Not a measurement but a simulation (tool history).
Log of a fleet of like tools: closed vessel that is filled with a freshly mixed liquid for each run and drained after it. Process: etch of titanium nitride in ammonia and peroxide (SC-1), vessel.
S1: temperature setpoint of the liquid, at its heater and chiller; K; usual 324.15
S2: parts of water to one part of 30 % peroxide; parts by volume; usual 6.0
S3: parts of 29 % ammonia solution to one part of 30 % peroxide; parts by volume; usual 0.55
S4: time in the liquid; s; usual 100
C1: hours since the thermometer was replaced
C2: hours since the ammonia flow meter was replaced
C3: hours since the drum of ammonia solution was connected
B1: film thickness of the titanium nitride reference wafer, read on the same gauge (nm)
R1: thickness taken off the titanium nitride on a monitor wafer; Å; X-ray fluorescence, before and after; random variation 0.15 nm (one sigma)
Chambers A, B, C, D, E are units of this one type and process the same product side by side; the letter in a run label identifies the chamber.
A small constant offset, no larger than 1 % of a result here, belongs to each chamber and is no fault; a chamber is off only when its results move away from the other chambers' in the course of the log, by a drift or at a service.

| run | hour | S1 | S2 | S3 | S4 | C1 | C2 | C3 | B1 | R1 |
|---|---|---|---|---|---|---|---|---|---|---|
|  | 7.8 | chamber E: new drum of ammonia solution connected |
| 1C | 10.8 | 324.15 | 6.0 | 0.55 | 100 | 450.3 | 833.4 | 893.2 | 140.01 | 160.35 |
| 2A | 22.5 | 324.15 | 6.0 | 0.55 | 100 | 1234.1 | 214.7 | 53.1 | 140.01 | 161.38 |
| 3B | 30.9 | 324.15 | 6.0 | 0.55 | 100 | 1866.8 | 277.4 | 159.5 | 139.97 | 161.03 |
| 4D | 45.3 | 324.15 | 6.0 | 0.55 | 100 | 2226.2 | 189.0 | 117.0 | 140.02 | 156.48 |
| 5E | 56.0 | 324.15 | 6.0 | 0.55 | 100 | 1367.6 | 779.9 | 48.3 | 140.00 | 159.92 |
| 6B | 64.3 | 324.15 | 6.0 | 0.55 | 100 | 1900.2 | 310.8 | 192.9 | 140.01 | 157.34 |
|  | 71.3 | chamber D: thermometer replaced |
| 7A | 79.7 | 324.15 | 6.0 | 0.55 | 100 | 1291.3 | 271.9 | 110.3 | 139.99 | 158.26 |
| 8C | 88.6 | 324.15 | 6.0 | 0.55 | 100 | 528.1 | 911.2 | 971.0 | 140.04 | 160.25 |
| 9D | 104.5 | 324.15 | 6.0 | 0.55 | 100 | 33.2 | 248.2 | 176.2 | 140.02 | 159.63 |
| 10E | 119.6 | 324.15 | 6.0 | 0.55 | 100 | 1431.2 | 843.5 | 111.9 | 140.02 | 156.19 |
| 11B | 128.8 | 324.15 | 6.0 | 0.55 | 100 | 1964.7 | 375.3 | 257.4 | 139.96 | 156.82 |
| 12A | 136.3 | 324.15 | 6.0 | 0.40 | 100 | 1347.9 | 328.5 | 166.9 | 139.99 | 149.87 |
| 13E | 143.8 | 324.15 | 6.0 | 0.40 | 100 | 1455.4 | 867.7 | 136.1 | 139.97 | 147.75 |
| 14D | 156.4 | 324.15 | 6.0 | 0.40 | 100 | 85.1 | 300.1 | 228.1 | 139.99 | 152.71 |
|  | 168.8 | chamber C: new drum of ammonia solution connected |
| 15C | 170.7 | 324.15 | 6.0 | 0.40 | 100 | 610.2 | 993.3 | 2.0 | 140.05 | 147.30 |
| 16E | 180.2 | 324.15 | 6.0 | 0.40 | 100 | 1491.8 | 904.1 | 172.5 | 140.01 | 149.19 |
|  | 181.5 | chamber B: new drum of ammonia solution connected |
| 17D | 194.1 | 324.15 | 6.0 | 0.55 | 100 | 122.8 | 337.8 | 265.8 | 139.98 | 156.36 |
| 18B | 207.3 | 324.15 | 6.0 | 0.55 | 100 | 2043.2 | 453.8 | 25.8 | 139.98 | 156.73 |
|  | 209.8 | chamber A: thermometer replaced |
| 19A | 222.1 | 324.15 | 6.0 | 0.55 | 100 | 12.3 | 414.3 | 252.7 | 139.98 | 159.82 |
| 20C | 237.2 | 324.15 | 6.0 | 0.55 | 100 | 676.7 | 1059.8 | 68.5 | 139.99 | 154.92 |
| 21D | 252.6 | 324.15 | 6.0 | 0.55 | 100 | 181.3 | 396.3 | 324.3 | 139.96 | 156.65 |
| 22B | 268.5 | 324.15 | 6.0 | 0.55 | 100 | 2104.4 | 515.0 | 87.0 | 140.00 | 157.56 |
| 23C | 275.6 | 333.15 | 7.5 | 0.55 | 100 | 715.1 | 1098.2 | 106.9 | 140.00 | 248.39 |
| 24E | 290.7 | 333.15 | 7.5 | 0.55 | 100 | 1602.3 | 1014.6 | 283.0 | 140.04 | 259.07 |
| 25A | 302.5 | 333.15 | 7.5 | 0.55 | 100 | 92.7 | 494.7 | 333.1 | 140.00 | 261.71 |
| 26D | 313.4 | 333.15 | 7.5 | 0.55 | 100 | 242.1 | 457.1 | 385.1 | 140.02 | 254.81 |
| 27B | 321.1 | 333.15 | 7.5 | 0.55 | 100 | 2157.0 | 567.6 | 139.6 | 140.05 | 255.71 |
| 28E | 334.3 | 324.15 | 6.0 | 0.55 | 100 | 1645.9 | 1058.2 | 326.6 | 140.01 | 157.97 |
| 29C | 346.4 | 324.15 | 6.0 | 0.55 | 100 | 785.9 | 1169.0 | 177.7 | 140.00 | 147.88 |
| 30A | 354.7 | 324.15 | 6.0 | 0.55 | 100 | 144.9 | 546.9 | 385.3 | 140.00 | 159.99 |
| 31B | 366.9 | 324.15 | 6.0 | 0.55 | 100 | 2202.8 | 613.4 | 185.4 | 139.98 | 159.33 |
| 32C | 375.2 | 324.15 | 6.0 | 0.55 | 100 | 814.7 | 1197.8 | 206.5 | 139.98 | 143.34 |
| 33A | 384.9 | 324.15 | 6.0 | 0.55 | 100 | 175.1 | 577.1 | 415.5 | 140.01 | 159.10 |
| 34E | 392.1 | 324.15 | 6.0 | 0.55 | 100 | 1703.7 | 1116.0 | 384.4 | 140.01 | 159.16 |
| 35D | 403.8 | 324.15 | 6.0 | 0.55 | 100 | 332.5 | 547.5 | 475.5 | 140.02 | 159.42 |
| 36B | 416.0 | 324.15 | 6.0 | 0.55 | 100 | 2251.9 | 662.5 | 234.5 | 140.00 | 157.51 |

Next, all 5 chambers run the settings below, one line each with question marks for the results. What does each chamber give?
| 37A | 427.5 | 324.15 | 6.0 | 0.55 | 145 |  |  |  |  | ? |
| 37B | 427.5 | 324.15 | 6.0 | 0.55 | 145 |  |  |  |  | ? |
| 37C | 427.5 | 324.15 | 6.0 | 0.55 | 145 |  |  |  |  | ? |
| 37D | 427.5 | 324.15 | 6.0 | 0.55 | 145 |  |  |  |  | ? |
| 37E | 427.5 | 324.15 | 6.0 | 0.55 | 145 |  |  |  |  | ? |

| run | R1 |
|---|---|
| 37A | 229.99 |
| 37B | 232.32 |
| 37C | 208.84 |
| 37D | 232.19 |
| 37E | 228.57 |
